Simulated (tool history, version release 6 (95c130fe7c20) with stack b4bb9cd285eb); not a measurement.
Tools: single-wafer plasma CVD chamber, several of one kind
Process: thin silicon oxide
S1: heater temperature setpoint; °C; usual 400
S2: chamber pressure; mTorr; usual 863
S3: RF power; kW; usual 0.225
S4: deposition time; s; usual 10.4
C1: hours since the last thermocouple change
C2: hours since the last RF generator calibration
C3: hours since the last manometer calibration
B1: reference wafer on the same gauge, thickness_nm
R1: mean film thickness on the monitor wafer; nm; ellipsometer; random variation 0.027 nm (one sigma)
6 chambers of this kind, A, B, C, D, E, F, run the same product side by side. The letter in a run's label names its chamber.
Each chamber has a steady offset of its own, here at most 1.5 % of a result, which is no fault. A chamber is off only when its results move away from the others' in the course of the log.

run	hour	S1	S2	S3	S4	C1	C2	C3	B1	R1
1E	7.6	400	863	0.225	10.4	33.2	728.8	1288.8	16.601	17.886
2C	17.1	400	863	0.225	10.4	1706.1	1411.2	1255.9	16.606	17.918
3A	26.8	400	863	0.225	10.4	324.5	237.8	1929.1	16.611	18.174
4F	40.9	400	863	0.225	10.4	1022.0	1385.8	636.4	16.607	18.005
5B	51.5	400	863	0.225	10.4	1005.7	1262.8	874.1	16.617	18.211
6D	64.9	400	934	0.225	10.4	361.7	769.3	768.0	16.614	19.405
7A	79.8	400	934	0.225	10.4	377.5	290.8	1982.1	16.616	19.337
8B	94.3	400	934	0.225	10.4	1048.5	1305.6	916.9	16.624	19.437
9F	105.1	400	934	0.225	10.4	1086.2	1450.0	700.6	16.621	19.277
10D	113.1	400	934	0.225	10.4	409.9	817.5	816.2	16.627	19.378
11E	120.4	400	934	0.225	10.4	146.0	841.6	1401.6	16.622	19.118
12C	129.0	400	863	0.225	10.4	1818.0	1523.1	1367.8	16.626	17.979
13A	136.5	400	863	0.225	11.0	434.2	347.5	2038.8	16.632	19.203
14D	150.7	400	863	0.225	11.0	447.5	855.1	853.8	16.635	19.200
15F	159.0	400	863	0.225	11.0	1140.1	1503.9	754.5	16.639	19.126
16E	172.4	400	863	0.225	11.0	198.0	893.6	1453.6	16.636	18.916
17C	180.3	400	863	0.225	11.0	1869.3	1574.4	1419.1	16.641	19.031
# hour 182.0: chamber F: thermocouple changed; heater temperature recalibrated
# hour 187.1: chamber B: RF generator calibrated
18B	187.6	400	863	0.225	11.0	1141.8	0.6	1010.2	16.642	19.306
# hour 188.3: chamber E: RF generator calibrated
19F	194.6	400	863	0.225	10.4	12.7	1539.5	790.1	16.647	18.015
20C	202.5	412	863	0.225	10.4	1891.5	1596.6	1441.3	16.652	17.850
21A	209.7	412	863	0.225	10.4	507.4	420.7	2112.0	16.647	18.019
22B	219.5	412	863	0.225	10.4	1173.7	32.5	1042.1	16.649	18.063
23D	233.8	412	863	0.225	10.4	530.6	938.2	936.9	16.656	17.977
24E	246.7	412	863	0.225	10.4	272.3	58.4	1527.9	16.651	17.743
25F	256.8	412	863	0.225	10.4	74.9	1601.7	852.3	16.656	17.897
26E	269.0	400	863	0.225	10.4	294.6	80.7	1550.2	16.661	17.952
27C	281.9	400	863	0.225	10.4	1970.9	1676.0	1520.7	16.666	17.973
28B	294.9	400	863	0.225	10.4	1249.1	107.9	1117.5	16.674	18.244
29D	309.0	414	863	0.225	10.4	605.8	1013.4	1012.1	16.669	18.023
30A	320.7	414	863	0.225	10.4	618.4	531.7	2223.0	16.671	18.095
# hour 324.5: chamber C: RF generator calibrated
31B	333.4	414	863	0.225	10.4	1287.6	146.4	1156.0	16.676	18.051
32E	348.2	414	863	0.225	10.4	373.8	159.9	1629.4	16.675	17.786
33C	355.8	414	863	0.225	10.4	2044.8	31.4	1594.6	16.675	17.849
34A	366.4	414	863	0.225	10.4	664.1	577.4	2268.7	16.676	18.070
35F	374.0	400	863	0.225	10.4	192.1	1718.9	969.5	16.685	18.151
36D	385.1	400	863	0.225	10.4	681.9	1089.5	1088.2	16.688	18.180
37F	398.9	400	863	0.225	10.4	217.0	1743.8	994.4	16.685	18.065
# hour 404.1: chamber D: RF generator calibrated
38D	406.3	400	863	0.225	10.4	703.1	2.2	1109.4	16.697	18.195
39A	415.7	400	863	0.225	10.4	713.4	626.7	2318.0	16.689	18.201
40E	430.5	400	863	0.225	10.4	456.1	242.2	1711.7	16.703	17.992
41B	439.3	400	863	0.225	10.4	1393.5	252.3	1261.9	16.696	18.285

Is one chamber off against the others, does the gauge drift, or is nothing wrong? If a chamber is off, say which, and what the likeliest cause is.

The gauge drifts, so all chambers seem to drift together. No chamber is off.
Cause: gauge reads high (%) = 0.611.
